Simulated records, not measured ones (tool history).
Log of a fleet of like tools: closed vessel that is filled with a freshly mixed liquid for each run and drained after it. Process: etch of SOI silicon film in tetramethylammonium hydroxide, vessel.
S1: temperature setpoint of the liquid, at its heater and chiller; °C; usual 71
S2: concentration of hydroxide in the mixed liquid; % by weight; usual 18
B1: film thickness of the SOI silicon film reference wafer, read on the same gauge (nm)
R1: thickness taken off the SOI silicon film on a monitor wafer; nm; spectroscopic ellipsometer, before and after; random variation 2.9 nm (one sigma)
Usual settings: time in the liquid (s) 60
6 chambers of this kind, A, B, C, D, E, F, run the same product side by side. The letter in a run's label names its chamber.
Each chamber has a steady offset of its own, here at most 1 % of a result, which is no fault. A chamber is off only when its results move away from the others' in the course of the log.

{"run": "1E", "hour": 10.1, "S1": 71, "S2": 18, "time in the liquid (s)": 60, "B1": 90.012, "R1": 353.21}
{"hour": 11.9, "done": "chamber E: hydroxide flow meter replaced"}
{"run": "2D", "hour": 22.2, "S1": 71, "S2": 18, "time in the liquid (s)": 60, "B1": 90.012, "R1": 355}
{"run": "3C", "hour": 32.0, "S1": 71, "S2": 18, "time in the liquid (s)": 60, "B1": 89.987, "R1": 350.61}
{"hour": 33.7, "done": "chamber A: thermometer replaced"}
{"run": "4B", "hour": 46.4, "S1": 71, "S2": 18, "time in the liquid (s)": 60, "B1": 89.994, "R1": 346.93}
{"run": "5F", "hour": 56.2, "S1": 71, "S2": 18, "time in the liquid (s)": 60, "B1": 90.018, "R1": 347.29}
{"run": "6A", "hour": 65.0, "S1": 71, "S2": 18, "time in the liquid (s)": 60, "B1": 89.99, "R1": 358.7}
{"hour": 77.2, "done": "chamber C: thermometer replaced"}
{"run": "7C", "hour": 77.9, "S1": 71, "S2": 18, "time in the liquid (s)": 60, "B1": 90.01, "R1": 348.07}
{"hour": 80.8, "done": "chamber D: hydroxide flow meter replaced"}
{"run": "8D", "hour": 89.4, "S1": 71, "S2": 18, "time in the liquid (s)": 60, "B1": 90.01, "R1": 354.51}
{"run": "9A", "hour": 96.0, "S1": 71, "S2": 18, "time in the liquid (s)": 60, "B1": 90.022, "R1": 349.29}
{"run": "10E", "hour": 107.0, "S1": 74.5, "S2": 18, "time in the liquid (s)": 60, "B1": 90.016, "R1": 433.95}
{"run": "11F", "hour": 121.7, "S1": 74.5, "S2": 18, "time in the liquid (s)": 60, "B1": 89.999, "R1": 428.45}
{"run": "12B", "hour": 136.8, "S1": 74.5, "S2": 18, "time in the liquid (s)": 60, "B1": 90.001, "R1": 425.62}
{"run": "13E", "hour": 148.6, "S1": 74.5, "S2": 18, "time in the liquid (s)": 60, "B1": 90.029, "R1": 439.32}
{"hour": 152.0, "done": "chamber B: thermometer replaced"}
{"run": "14B", "hour": 161.5, "S1": 74.5, "S2": 18, "time in the liquid (s)": 60, "B1": 90.011, "R1": 431.09}
{"run": "15F", "hour": 168.6, "S1": 74.5, "S2": 18, "time in the liquid (s)": 60, "B1": 89.981, "R1": 427.08}
{"run": "16A", "hour": 183.5, "S1": 71, "S2": 18, "time in the liquid (s)": 60, "B1": 90.002, "R1": 348.99}
{"run": "17D", "hour": 198.3, "S1": 71, "S2": 18, "time in the liquid (s)": 60, "B1": 89.995, "R1": 352.77}
{"run": "18C", "hour": 205.8, "S1": 71, "S2": 18, "time in the liquid (s)": 60, "B1": 90.005, "R1": 350.31}
{"run": "19B", "hour": 216.9, "S1": 71, "S2": 18, "time in the liquid (s)": 60, "B1": 89.998, "R1": 347.81}
{"run": "20F", "hour": 226.2, "S1": 71, "S2": 18, "time in the liquid (s)": 60, "B1": 89.982, "R1": 350.79}
{"run": "21A", "hour": 234.9, "S1": 71, "S2": 18, "time in the liquid (s)": 60, "B1": 89.985, "R1": 356.66}
{"run": "22C", "hour": 248.3, "S1": 71, "S2": 18, "time in the liquid (s)": 60, "B1": 90.014, "R1": 358.26}
{"run": "23E", "hour": 255.9, "S1": 71, "S2": 18, "time in the liquid (s)": 60, "B1": 89.991, "R1": 370.12}
{"run": "24D", "hour": 263.5, "S1": 71, "S2": 18, "time in the liquid (s)": 60, "B1": 89.988, "R1": 353.37}
{"run": "25C", "hour": 275.9, "S1": 71, "S2": 18, "time in the liquid (s)": 60, "B1": 89.981, "R1": 350.12}
{"run": "26B", "hour": 284.4, "S1": 71, "S2": 18, "time in the liquid (s)": 60, "B1": 89.99, "R1": 348.13}
{"run": "27A", "hour": 292.7, "S1": 71, "S2": 18, "time in the liquid (s)": 60, "B1": 90.022, "R1": 348.04}
{"run": "28E", "hour": 300.4, "S1": 71, "S2": 18, "time in the liquid (s)": 60, "B1": 89.995, "R1": 374.05}
{"run": "29D", "hour": 309.8, "S1": 71, "S2": 18, "time in the liquid (s)": 60, "B1": 90.006, "R1": 349.6}
{"run": "30F", "hour": 317.2, "S1": 71, "S2": 18, "time in the liquid (s)": 60, "B1": 90.027, "R1": 348.63}
{"run": "31E", "hour": 327.3, "S1": 71, "S2": 18, "time in the liquid (s)": 60, "B1": 90.003, "R1": 371.83}
{"hour": 335.2, "done": "chamber C: hydroxide flow meter replaced"}
{"run": "32B", "hour": 340.2, "S1": 71, "S2": 18, "time in the liquid (s)": 60, "B1": 89.983, "R1": 350.26}
{"run": "33D", "hour": 354.8, "S1": 71, "S2": 18, "time in the liquid (s)": 60, "B1": 89.996, "R1": 351.43}
{"run": "34C", "hour": 364.5, "S1": 71, "S2": 18, "time in the liquid (s)": 60, "B1": 90.003, "R1": 348.11}
{"run": "35F", "hour": 376.8, "S1": 71, "S2": 18, "time in the liquid (s)": 60, "B1": 89.996, "R1": 346.64}
{"run": "36A", "hour": 383.8, "S1": 71, "S2": 18, "time in the liquid (s)": 60, "B1": 89.996, "R1": 356.16}
{"run": "37B", "hour": 398.0, "S1": 71, "S2": 18, "time in the liquid (s)": 60, "B1": 90.022, "R1": 348.74}
{"run": "38E", "hour": 406.9, "S1": 71, "S2": 18, "time in the liquid (s)": 60, "B1": 90.001, "R1": 378.62}
{"run": "39C", "hour": 417.8, "S1": 71, "S2": 18, "time in the liquid (s)": 60, "B1": 90.015, "R1": 351.17}
{"run": "40F", "hour": 430.8, "S1": 71, "S2": 18, "time in the liquid (s)": 60, "B1": 89.995, "R1": 342.27}
{"run": "41D", "hour": 439.4, "S1": 71, "S2": 18, "time in the liquid (s)": 60, "B1": 89.965, "R1": 351.43}
{"run": "42A", "hour": 448.0, "S1": 71, "S2": 18, "time in the liquid (s)": 60, "B1": 90.001, "R1": 351.82}

All 6 chambers run these settings next. Forecast each chamber's results:
{"run": "43A", "hour": 458.7, "S1": 71, "S2": 18, "time in the liquid (s)": 60, "R1": "?"}
{"run": "43B", "hour": 458.7, "S1": 71, "S2": 18, "time in the liquid (s)": 60, "R1": "?"}
{"run": "43C", "hour": 458.7, "S1": 71, "S2": 18, "time in the liquid (s)": 60, "R1": "?"}
{"run": "43D", "hour": 458.7, "S1": 71, "S2": 18, "time in the liquid (s)": 60, "R1": "?"}
{"run": "43E", "hour": 458.7, "S1": 71, "S2": 18, "time in the liquid (s)": 60, "R1": "?"}
{"run": "43F", "hour": 458.7, "S1": 71, "S2": 18, "time in the liquid (s)": 60, "R1": "?"}

run=43A R1=346.1
run=43B R1=351.83
run=43C R1=355.88
run=43D R1=350.98
run=43E R1=379.94
run=43F R1=347.48
